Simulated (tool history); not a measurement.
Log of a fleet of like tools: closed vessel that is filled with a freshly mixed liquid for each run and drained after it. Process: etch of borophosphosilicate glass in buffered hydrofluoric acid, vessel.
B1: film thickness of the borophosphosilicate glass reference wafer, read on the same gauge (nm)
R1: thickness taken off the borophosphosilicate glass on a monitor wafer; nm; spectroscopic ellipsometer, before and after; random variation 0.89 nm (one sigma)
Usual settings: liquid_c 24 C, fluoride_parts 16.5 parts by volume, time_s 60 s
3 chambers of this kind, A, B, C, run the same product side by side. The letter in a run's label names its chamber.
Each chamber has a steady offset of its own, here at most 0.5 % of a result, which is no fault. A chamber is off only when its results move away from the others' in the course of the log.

run 1B hour=3.9 | liquid_c=24 fluoride_parts=16.5 time_s=60 | B1=90.025 | R1=90.656
run 2A hour=9.8 | liquid_c=24 fluoride_parts=16.5 time_s=60 | B1=90.011 | R1=92.289
run 3C hour=14 | liquid_c=24 fluoride_parts=16.5 time_s=60 | B1=89.985 | R1=91.594
run 4A hour=19.1 | liquid_c=24 fluoride_parts=16.5 time_s=60 | B1=90.029 | R1=91.974
run 5C hour=22.2 | liquid_c=24 fluoride_parts=16.5 time_s=60 | B1=89.984 | R1=91.275
run 6B hour=28 | liquid_c=24 fluoride_parts=16.5 time_s=60 | B1=89.992 | R1=90.488
run 7A hour=33.2 | liquid_c=24 fluoride_parts=16.5 time_s=60 | B1=89.981 | R1=92.982
run 8C hour=38.6 | liquid_c=24 fluoride_parts=16.5 time_s=90 | B1=90.062 | R1=137.32
run 9B hour=42.3 | liquid_c=24 fluoride_parts=16.5 time_s=90 | B1=90.027 | R1=137.3
run 10C hour=47.3 | liquid_c=24 fluoride_parts=16.5 time_s=90 | B1=89.981 | R1=140.04
run 11B hour=51.4 | liquid_c=24 fluoride_parts=16.5 time_s=60 | B1=89.975 | R1=92.584
run 12A hour=56.9 | liquid_c=24 fluoride_parts=20.5 time_s=80 | B1=90.035 | R1=99.642
run 13A hour=60.5 | liquid_c=24 fluoride_parts=20.5 time_s=80 | B1=89.988 | R1=99.531
run 14C hour=63.2 | liquid_c=24 fluoride_parts=20.5 time_s=80 | B1=90.001 | R1=100.43
run 15B hour=67.7 | liquid_c=24 fluoride_parts=16.5 time_s=60 | B1=89.969 | R1=92.403
run 16B hour=70.7 | liquid_c=24 fluoride_parts=16.5 time_s=60 | B1=90.022 | R1=91.509
run 17A hour=75.6 | liquid_c=24 fluoride_parts=16.5 time_s=60 | B1=89.97 | R1=92.544
run 18C hour=80.9 | liquid_c=24 fluoride_parts=16.5 time_s=60 | B1=90.026 | R1=89.643
run 19A hour=85 | liquid_c=24 fluoride_parts=16.5 time_s=60 | B1=90.007 | R1=91.924
run 20C hour=88.8 | liquid_c=24 fluoride_parts=16.5 time_s=60 | B1=89.974 | R1=89.042
run 21B hour=91.8 | liquid_c=24 fluoride_parts=16.5 time_s=60 | B1=90.011 | R1=90.368
run 22A hour=95.3 | liquid_c=24 fluoride_parts=16.5 time_s=60 | B1=90.023 | R1=92.405
run 23C hour=101.4 | liquid_c=24 fluoride_parts=16.5 time_s=60 | B1=90.014 | R1=89.768
run 24B hour=104.3 | liquid_c=24 fluoride_parts=16.5 time_s=60 | B1=89.957 | R1=91.234
run 25B hour=109.9 | liquid_c=24 fluoride_parts=16.5 time_s=60 | B1=89.982 | R1=92.22
run 26C hour=113.2 | liquid_c=24 fluoride_parts=16.5 time_s=60 | B1=89.987 | R1=91.797
run 27A hour=116.7 | liquid_c=24 fluoride_parts=16.5 time_s=60 | B1=89.999 | R1=90.362
run 28C hour=122 | liquid_c=24 fluoride_parts=16.5 time_s=60 | B1=89.997 | R1=89.604
run 29A hour=124.9 | liquid_c=28.5 fluoride_parts=16.5 time_s=85 | B1=90.03 | R1=169.75
run 30B hour=128.8 | liquid_c=28.5 fluoride_parts=16.5 time_s=85 | B1=89.978 | R1=165.29
run 31C hour=132.5 | liquid_c=28.5 fluoride_parts=16.5 time_s=85 | B1=89.97 | R1=157.18
run 32B hour=138.4 | liquid_c=24 fluoride_parts=16.5 time_s=60 | B1=89.985 | R1=90.855
run 33A hour=141.4 | liquid_c=24 fluoride_parts=19 time_s=60 | B1=90.038 | R1=80.11
run 34C hour=147.2 | liquid_c=24 fluoride_parts=19 time_s=60 | B1=89.996 | R1=76.124
run 35B hour=153 | liquid_c=24 fluoride_parts=19 time_s=60 | B1=90.008 | R1=79.037
run 36A hour=156.4 | liquid_c=24 fluoride_parts=16.5 time_s=60 | B1=89.995 | R1=92.47
run 37C hour=161.5 | liquid_c=24 fluoride_parts=16.5 time_s=60 | B1=90.01 | R1=86.575
run 38B hour=166.9 | liquid_c=24 fluoride_parts=16.5 time_s=60 | B1=90.034 | R1=92.378
run 39A hour=171 | liquid_c=24 fluoride_parts=16.5 time_s=60 | B1=89.959 | R1=92.285
run 40C hour=175.9 | liquid_c=24 fluoride_parts=16.5 time_s=60 | B1=89.995 | R1=85.859
run 41B hour=180.1 | liquid_c=24 fluoride_parts=16.5 time_s=60 | B1=90.058 | R1=91.119
-- hour=180.2 chamber B: thermometer replaced
run 42A hour=184.3 | liquid_c=24 fluoride_parts=16.5 time_s=60 | B1=90 | R1=92.372
run 43B hour=187.5 | liquid_c=24 fluoride_parts=16.5 time_s=60 | B1=89.962 | R1=91.994

What goes on in this fleet: one chamber off, a drifting gauge, or nothing beyond the chambers' own small offsets? Name the chamber and the cause, if any.

Chamber C drifts away from the others.
Cause: liquid colder than its thermometer reads (K) = 1.41.
The log may not tell that from: hydrofluoric acid flow below the setpoint (%).

Here are 4 candidates for chamber C's next run, each the usual settings with a change, their results left as question marks. Which one brings its results back in line with what the others give on the usual settings?
In line means no further than this from the other chambers' mean on the usual settings: R1 3.1 nm
run 44C-1 hour=191.9 | liquid_c=24.5 fluoride_parts=15 time_s=60 | R1=?
run 44C-2 hour=191.9 | liquid_c=24 fluoride_parts=16.5 time_s=65 | R1=?
run 44C-3 hour=191.9 | liquid_c=23.5 fluoride_parts=17 time_s=60 | R1=?
run 44C-4 hour=191.9 | liquid_c=24 fluoride_parts=19 time_s=60 | R1=?

The other chambers' mean on the usual settings: R1 91.822 nm
run=44C-1 R1=96.767
run=44C-2 R1=92.854
run=44C-3 R1=80.963
run=44C-4 R1=74.498
44C-2 brings the chamber back in line.
